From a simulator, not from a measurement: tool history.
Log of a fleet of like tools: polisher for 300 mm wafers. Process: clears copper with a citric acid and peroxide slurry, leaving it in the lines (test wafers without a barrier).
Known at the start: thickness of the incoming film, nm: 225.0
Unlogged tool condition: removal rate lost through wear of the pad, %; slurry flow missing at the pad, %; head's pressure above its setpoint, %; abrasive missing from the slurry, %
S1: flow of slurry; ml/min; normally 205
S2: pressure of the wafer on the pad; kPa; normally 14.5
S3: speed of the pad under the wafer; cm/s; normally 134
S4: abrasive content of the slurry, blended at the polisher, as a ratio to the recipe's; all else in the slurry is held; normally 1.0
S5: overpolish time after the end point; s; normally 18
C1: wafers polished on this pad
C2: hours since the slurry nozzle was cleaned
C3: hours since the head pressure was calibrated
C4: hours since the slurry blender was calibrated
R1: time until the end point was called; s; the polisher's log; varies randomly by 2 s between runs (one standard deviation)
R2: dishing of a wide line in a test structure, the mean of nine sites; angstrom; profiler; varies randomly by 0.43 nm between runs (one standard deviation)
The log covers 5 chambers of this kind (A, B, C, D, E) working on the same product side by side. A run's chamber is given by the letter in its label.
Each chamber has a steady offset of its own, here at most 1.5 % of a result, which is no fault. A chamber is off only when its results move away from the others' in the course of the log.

{"run": "1B", "hour": 5.7, "S1": 205, "S2": 14.5, "S3": 134, "S4": 1.0, "S5": 18, "C1": 119, "C2": 274.3, "C3": 500.7, "C4": 111.7, "R1": 107.35, "R2": 272.42}
{"run": "2D", "hour": 14.1, "S1": 205, "S2": 14.5, "S3": 134, "S4": 1.0, "S5": 18, "C1": 721, "C2": 324.4, "C3": 156.7, "C4": 439.5, "R1": 109.49, "R2": 271.82}
{"run": "3C", "hour": 24.6, "S1": 205, "S2": 14.5, "S3": 134, "S4": 1.0, "S5": 18, "C1": 955, "C2": 99.6, "C3": 458.4, "C4": 456.5, "R1": 104.64, "R2": 267.28}
{"hour": 30.3, "done": "chamber C: slurry blender recalibrated"}
{"hour": 33.8, "done": "chamber D: worn pad replaced by a new one"}
{"run": "4A", "hour": 35.5, "S1": 205, "S2": 14.5, "S3": 134, "S4": 1.0, "S5": 18, "C1": 1204, "C2": 567.2, "C3": 260.7, "C4": 111.0, "R1": 109.72, "R2": 269.07}
{"hour": 42.6, "done": "chamber A: worn pad replaced by a new one"}
{"run": "5E", "hour": 43.0, "S1": 205, "S2": 14.5, "S3": 134, "S4": 1.0, "S5": 18, "C1": 988, "C2": 352.5, "C3": 90.6, "C4": 259.4, "R1": 106.28, "R2": 266.32}
{"run": "6E", "hour": 49.3, "S1": 255, "S2": 14.5, "S3": 116, "S4": 1.0, "S5": 18, "C1": 1043, "C2": 358.8, "C3": 96.9, "C4": 265.7, "R1": 121.88, "R2": 240.06}
{"run": "7A", "hour": 56.2, "S1": 255, "S2": 14.5, "S3": 116, "S4": 1.0, "S5": 18, "C1": 118, "C2": 587.9, "C3": 281.4, "C4": 131.7, "R1": 120.48, "R2": 247.21}
{"hour": 59.4, "done": "chamber C: worn pad replaced by a new one"}
{"run": "8B", "hour": 61.2, "S1": 255, "S2": 14.5, "S3": 116, "S4": 1.0, "S5": 18, "C1": 602, "C2": 329.8, "C3": 556.2, "C4": 167.2, "R1": 119.14, "R2": 248.05}
{"run": "9D", "hour": 66.9, "S1": 255, "S2": 14.5, "S3": 116, "S4": 1.0, "S5": 18, "C1": 288, "C2": 377.2, "C3": 209.5, "C4": 492.3, "R1": 119.86, "R2": 240.02}
{"run": "10C", "hour": 77.1, "S1": 255, "S2": 14.5, "S3": 116, "S4": 1.0, "S5": 18, "C1": 154, "C2": 152.1, "C3": 510.9, "C4": 46.8, "R1": 121.47, "R2": 244.45}
{"run": "11B", "hour": 84.3, "S1": 205, "S2": 14.5, "S3": 134, "S4": 1.0, "S5": 18, "C1": 803, "C2": 352.9, "C3": 579.3, "C4": 190.3, "R1": 108.72, "R2": 271.82}
{"hour": 88.1, "done": "chamber E: worn pad replaced by a new one"}
{"run": "12A", "hour": 95.4, "S1": 205, "S2": 14.5, "S3": 134, "S4": 1.0, "S5": 18, "C1": 459, "C2": 627.1, "C3": 320.6, "C4": 170.9, "R1": 111.19, "R2": 272.05}
{"run": "13D", "hour": 105.9, "S1": 205, "S2": 14.5, "S3": 134, "S4": 1.0, "S5": 18, "C1": 628, "C2": 416.2, "C3": 248.5, "C4": 531.3, "R1": 106.31, "R2": 270.28}
{"run": "14C", "hour": 116.4, "S1": 205, "S2": 14.5, "S3": 134, "S4": 1.0, "S5": 18, "C1": 497, "C2": 191.4, "C3": 550.2, "C4": 86.1, "R1": 107.37, "R2": 272.59}
{"hour": 120.4, "done": "chamber B: worn pad replaced by a new one"}
{"run": "15E", "hour": 123.1, "S1": 205, "S2": 14.5, "S3": 134, "S4": 1.0, "S5": 18, "C1": 305, "C2": 432.6, "C3": 170.7, "C4": 339.5, "R1": 108.24, "R2": 266.27}
{"hour": 131.5, "done": "chamber D: slurry nozzle cleaned"}
{"run": "16E", "hour": 132.8, "S1": 205, "S2": 14.5, "S3": 134, "S4": 1.0, "S5": 18, "C1": 389, "C2": 442.3, "C3": 180.4, "C4": 349.2, "R1": 113.57, "R2": 269.79}
{"hour": 133.5, "done": "chamber D: slurry blender recalibrated"}
{"hour": 135.9, "done": "chamber D: worn pad replaced by a new one"}
{"run": "17D", "hour": 141.2, "S1": 205, "S2": 14.5, "S3": 134, "S4": 1.0, "S5": 18, "C1": 46, "C2": 9.7, "C3": 283.8, "C4": 7.7, "R1": 107.68, "R2": 279.9}
{"run": "18B", "hour": 151.6, "S1": 205, "S2": 14.5, "S3": 134, "S4": 1.0, "S5": 18, "C1": 272, "C2": 420.2, "C3": 646.6, "C4": 257.6, "R1": 107.09, "R2": 279.78}
{"run": "19A", "hour": 158.0, "S1": 205, "S2": 14.5, "S3": 134, "S4": 1.0, "S5": 18, "C1": 1005, "C2": 689.7, "C3": 383.2, "C4": 233.5, "R1": 110.73, "R2": 267.88}
{"run": "20C", "hour": 166.0, "S1": 205, "S2": 14.5, "S3": 134, "S4": 1.0, "S5": 11, "C1": 929, "C2": 241.0, "C3": 599.8, "C4": 135.7, "R1": 109.1, "R2": 173.88}
{"run": "21D", "hour": 172.5, "S1": 205, "S2": 14.5, "S3": 134, "S4": 1.0, "S5": 11, "C1": 318, "C2": 41.0, "C3": 315.1, "C4": 39.0, "R1": 106.28, "R2": 170.41}
{"run": "22C", "hour": 180.5, "S1": 205, "S2": 14.5, "S3": 134, "S4": 1.0, "S5": 11, "C1": 1055, "C2": 255.5, "C3": 614.3, "C4": 150.2, "R1": 108.54, "R2": 170.65}
{"hour": 181.2, "done": "chamber A: worn pad replaced by a new one"}
{"hour": 184.4, "done": "chamber E: slurry blender recalibrated"}
{"run": "23A", "hour": 185.6, "S1": 205, "S2": 14.5, "S3": 134, "S4": 1.0, "S5": 11, "C1": 39, "C2": 717.3, "C3": 410.8, "C4": 261.1, "R1": 111.57, "R2": 174.8}
{"run": "24B", "hour": 193.6, "S1": 205, "S2": 14.5, "S3": 134, "S4": 1.0, "S5": 11, "C1": 638, "C2": 462.2, "C3": 688.6, "C4": 299.6, "R1": 110.26, "R2": 175.8}
{"run": "25E", "hour": 201.8, "S1": 205, "S2": 14.5, "S3": 134, "S4": 1.0, "S5": 18, "C1": 990, "C2": 511.3, "C3": 249.4, "C4": 17.4, "R1": 109.14, "R2": 269.56}
{"run": "26A", "hour": 210.8, "S1": 205, "S2": 14.5, "S3": 116, "S4": 1.0, "S5": 12, "C1": 258, "C2": 742.5, "C3": 436.0, "C4": 286.3, "R1": 124.95, "R2": 166.45}
{"run": "27E", "hour": 217.4, "S1": 205, "S2": 14.5, "S3": 116, "S4": 1.0, "S5": 12, "C1": 1126, "C2": 526.9, "C3": 265.0, "C4": 33.0, "R1": 125.38, "R2": 165.22}
{"hour": 220.2, "done": "chamber C: worn pad replaced by a new one"}
{"hour": 225.6, "done": "chamber E: worn pad replaced by a new one"}
{"run": "28B", "hour": 228.8, "S1": 205, "S2": 14.5, "S3": 116, "S4": 1.0, "S5": 12, "C1": 944, "C2": 497.4, "C3": 723.8, "C4": 334.8, "R1": 125.49, "R2": 170.89}
{"run": "29C", "hour": 237.4, "S1": 205, "S2": 14.5, "S3": 116, "S4": 1.0, "S5": 12, "C1": 150, "C2": 312.4, "C3": 671.2, "C4": 207.1, "R1": 122.35, "R2": 165.53}
{"run": "30D", "hour": 244.2, "S1": 205, "S2": 14.5, "S3": 116, "S4": 1.0, "S5": 12, "C1": 943, "C2": 112.7, "C3": 386.8, "C4": 110.7, "R1": 124.53, "R2": 161.65}
{"hour": 245.8, "done": "chamber D: worn pad replaced by a new one"}
{"hour": 250.7, "done": "chamber B: worn pad replaced by a new one"}
{"run": "31B", "hour": 254.7, "S1": 205, "S2": 14.5, "S3": 134, "S4": 1.0, "S5": 18, "C1": 35, "C2": 523.3, "C3": 749.7, "C4": 360.7, "R1": 106.01, "R2": 279.84}
{"hour": 258.1, "done": "chamber A: slurry blender recalibrated"}
{"run": "32E", "hour": 260.4, "S1": 205, "S2": 14.5, "S3": 134, "S4": 1.0, "S5": 18, "C1": 303, "C2": 569.9, "C3": 308.0, "C4": 76.0, "R1": 107.02, "R2": 267.26}
{"run": "33D", "hour": 272.1, "S1": 205, "S2": 14.5, "S3": 134, "S4": 1.0, "S5": 18, "C1": 229, "C2": 140.6, "C3": 414.7, "C4": 138.6, "R1": 107.61, "R2": 276.0}
{"hour": 281.0, "done": "chamber A: slurry nozzle cleaned"}
{"run": "34A", "hour": 281.0, "S1": 205, "S2": 14.5, "S3": 134, "S4": 0.9, "S5": 28, "C1": 869, "C2": 0.0, "C3": 506.2, "C4": 22.9, "R1": 110.26, "R2": 397.67}
{"run": "35C", "hour": 287.2, "S1": 205, "S2": 14.5, "S3": 134, "S4": 0.9, "S5": 28, "C1": 584, "C2": 362.2, "C3": 721.0, "C4": 256.9, "R1": 108.85, "R2": 393.14}
{"hour": 293.7, "done": "chamber B: slurry nozzle cleaned"}
{"run": "36C", "hour": 296.0, "S1": 205, "S2": 14.5, "S3": 134, "S4": 0.9, "S5": 28, "C1": 660, "C2": 371.0, "C3": 729.8, "C4": 265.7, "R1": 110.68, "R2": 394.5}
{"run": "37A", "hour": 307.3, "S1": 205, "S2": 14.5, "S3": 134, "S4": 0.9, "S5": 28, "C1": 1098, "C2": 26.3, "C3": 532.5, "C4": 49.2, "R1": 113.94, "R2": 397.99}
{"run": "38B", "hour": 317.4, "S1": 205, "S2": 14.5, "S3": 134, "S4": 0.9, "S5": 28, "C1": 581, "C2": 23.8, "C3": 812.4, "C4": 423.4, "R1": 111.62, "R2": 393.36}
{"run": "39D", "hour": 322.7, "S1": 205, "S2": 14.5, "S3": 134, "S4": 1.0, "S5": 18, "C1": 670, "C2": 191.2, "C3": 465.3, "C4": 189.2, "R1": 113.24, "R2": 269.35}
{"run": "40E", "hour": 332.0, "S1": 205, "S2": 14.5, "S3": 134, "S4": 1.0, "S5": 18, "C1": 926, "C2": 641.5, "C3": 379.6, "C4": 147.6, "R1": 105.52, "R2": 267.46}

For the next run the whole fleet of 5 chambers uses the same settings. Give each chamber's results:
{"run": "41A", "hour": 340.4, "S1": 205, "S2": 14.5, "S3": 134, "S4": 1.0, "S5": 18, "R1": "?", "R2": "?"}
{"run": "41B", "hour": 340.4, "S1": 205, "S2": 14.5, "S3": 134, "S4": 1.0, "S5": 18, "R1": "?", "R2": "?"}
{"run": "41C", "hour": 340.4, "S1": 205, "S2": 14.5, "S3": 134, "S4": 1.0, "S5": 18, "R1": "?", "R2": "?"}
{"run": "41D", "hour": 340.4, "S1": 205, "S2": 14.5, "S3": 134, "S4": 1.0, "S5": 18, "R1": "?", "R2": "?"}
{"run": "41E", "hour": 340.4, "S1": 205, "S2": 14.5, "S3": 134, "S4": 1.0, "S5": 18, "R1": "?", "R2": "?"}

run=41A R1=109.03 R2=279.21
run=41B R1=110.20 R2=277.10
run=41C R1=103.67 R2=276.88
run=41D R1=107.09 R2=275.76
run=41E R1=108.80 R2=265.84
